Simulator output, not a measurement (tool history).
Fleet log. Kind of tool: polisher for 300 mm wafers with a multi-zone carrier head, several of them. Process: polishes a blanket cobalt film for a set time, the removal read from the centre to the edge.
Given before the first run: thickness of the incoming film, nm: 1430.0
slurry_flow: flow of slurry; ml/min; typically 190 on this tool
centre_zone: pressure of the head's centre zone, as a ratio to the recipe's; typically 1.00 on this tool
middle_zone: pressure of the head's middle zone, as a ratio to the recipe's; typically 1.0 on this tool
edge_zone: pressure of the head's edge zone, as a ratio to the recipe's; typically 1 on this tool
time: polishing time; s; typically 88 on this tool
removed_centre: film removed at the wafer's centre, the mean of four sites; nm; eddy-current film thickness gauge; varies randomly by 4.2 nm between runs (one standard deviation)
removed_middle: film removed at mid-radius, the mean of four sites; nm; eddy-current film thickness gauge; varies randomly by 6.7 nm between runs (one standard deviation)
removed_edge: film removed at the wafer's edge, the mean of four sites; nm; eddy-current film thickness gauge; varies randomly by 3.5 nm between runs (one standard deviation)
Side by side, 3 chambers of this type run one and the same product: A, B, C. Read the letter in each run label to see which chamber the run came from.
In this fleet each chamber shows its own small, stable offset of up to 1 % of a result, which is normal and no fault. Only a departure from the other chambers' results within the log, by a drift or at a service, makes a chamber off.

run	hour	slurry_flow	centre_zone	middle_zone	edge_zone	time	wafers polished on this pad	hours since the slurry nozzle was cleaned	hours since the centre zone pressure was calibrated	hours since the edge zone pressure was calibrated	removed_centre	removed_middle	removed_edge
# hour 0.4: chamber C: worn pad replaced by a new one
1B	7.9	190	1.00	1.0	1	88	138	308.7	473.8	489.5	470.13	469.43	471.09
2A	16.3	190	1.00	1.0	1	88	592	172.1	218.4	194.7	464.39	456.80	468.17
3C	28.8	190	1.00	1.0	1	88	366	419.1	162.3	413.8	469.81	462.00	461.51
4B	39.2	190	1.00	1.0	1	88	541	340.0	505.1	520.8	456.31	456.21	465.44
# hour 42.8: chamber B: worn pad replaced by a new one
# hour 44.0: chamber A: worn pad replaced by a new one
# hour 47.0: chamber C: slurry nozzle cleaned
5A	51.1	190	1.00	1.0	1	88	91	206.9	253.2	229.5	466.03	457.75	466.53
6C	61.4	190	1.00	1.0	1	88	785	14.4	194.9	446.4	457.03	453.22	464.76
7B	72.8	190	1.05	1.1	1	88	386	373.6	538.7	554.4	493.51	509.62	464.63
# hour 75.9: chamber B: slurry nozzle cleaned
8A	84.7	190	1.05	1.1	1	88	523	240.5	286.8	263.1	488.35	500.26	461.05
# hour 91.3: chamber B: worn pad replaced by a new one
9C	96.5	190	1.05	1.1	1	88	1237	49.5	230.0	481.5	491.74	494.18	459.65
# hour 107.1: chamber C: worn pad replaced by a new one
10C	110.3	190	1.00	1.0	1	88	42	63.3	243.8	495.3	464.66	469.09	467.28
# hour 110.4: chamber C: edge zone pressure recalibrated
# hour 118.6: chamber A: worn pad replaced by a new one
11A	124.7	190	1.00	1.0	1	88	78	280.5	326.8	303.1	469.14	468.06	453.19
# hour 131.5: chamber A: slurry nozzle cleaned
12B	131.6	190	1.00	1.0	1	88	519	55.8	597.5	613.2	467.35	468.40	465.77
13C	142.1	190	1.00	1.0	1	88	451	95.1	275.6	31.8	475.79	456.76	460.87
# hour 148.7: chamber B: centre zone pressure recalibrated
# hour 152.8: chamber B: worn pad replaced by a new one
14B	156.0	190	1.00	1.0	1	88	42	80.2	7.4	637.6	413.34	460.51	467.57
# hour 158.6: chamber A: centre zone pressure recalibrated
15A	166.9	190	0.96	1.0	1	75	621	35.5	8.3	345.3	384.91	394.55	401.90
16C	179.2	190	0.96	1.0	1	75	928	132.2	312.7	68.9	383.01	399.10	394.66
# hour 183.3: chamber A: worn pad replaced by a new one
17A	191.6	190	0.96	1.0	1	75	106	60.2	33.0	370.0	376.08	397.94	392.91
18B	198.1	190	1.00	1.0	1	88	584	122.3	49.5	679.7	410.80	471.20	464.12
19C	207.1	190	1.00	1.0	1	88	1287	160.1	340.6	96.8	461.82	468.09	459.82
# hour 213.7: chamber B: worn pad replaced by a new one
20A	213.7	190	1.00	1.0	1	88	391	82.3	55.1	392.1	470.70	474.19	458.68
# hour 218.2: chamber C: worn pad replaced by a new one
21B	221.3	190	1.00	1.0	1	88	98	145.5	72.7	702.9	411.93	468.86	467.53
22C	229.2	190	0.90	1.0	1	88	142	182.2	362.7	118.9	416.28	455.09	470.52
23B	240.2	190	0.90	1.0	1	88	341	164.4	91.6	721.8	364.96	460.77	465.27
24A	249.7	190	0.90	1.0	1	88	854	118.3	91.1	428.1	412.95	466.09	467.04
25B	257.6	190	1.00	1.0	1	88	565	181.8	109.0	739.2	416.19	456.58	461.71
26C	267.6	190	1.00	1.0	1	88	636	220.6	401.1	157.3	469.00	450.51	465.56

Next, every chamber runs the same settings. What will each give?
27A	278.0	190	1.00	1.0	1	88					?	?	?
27B	278.0	190	1.00	1.0	1	88					?	?	?
27C	278.0	190	1.00	1.0	1	88					?	?	?

run	removed_centre	removed_middle	removed_edge
27A	460.25	467.99	464.39
27B	404.39	443.25	463.24
27C	467.62	457.46	466.20
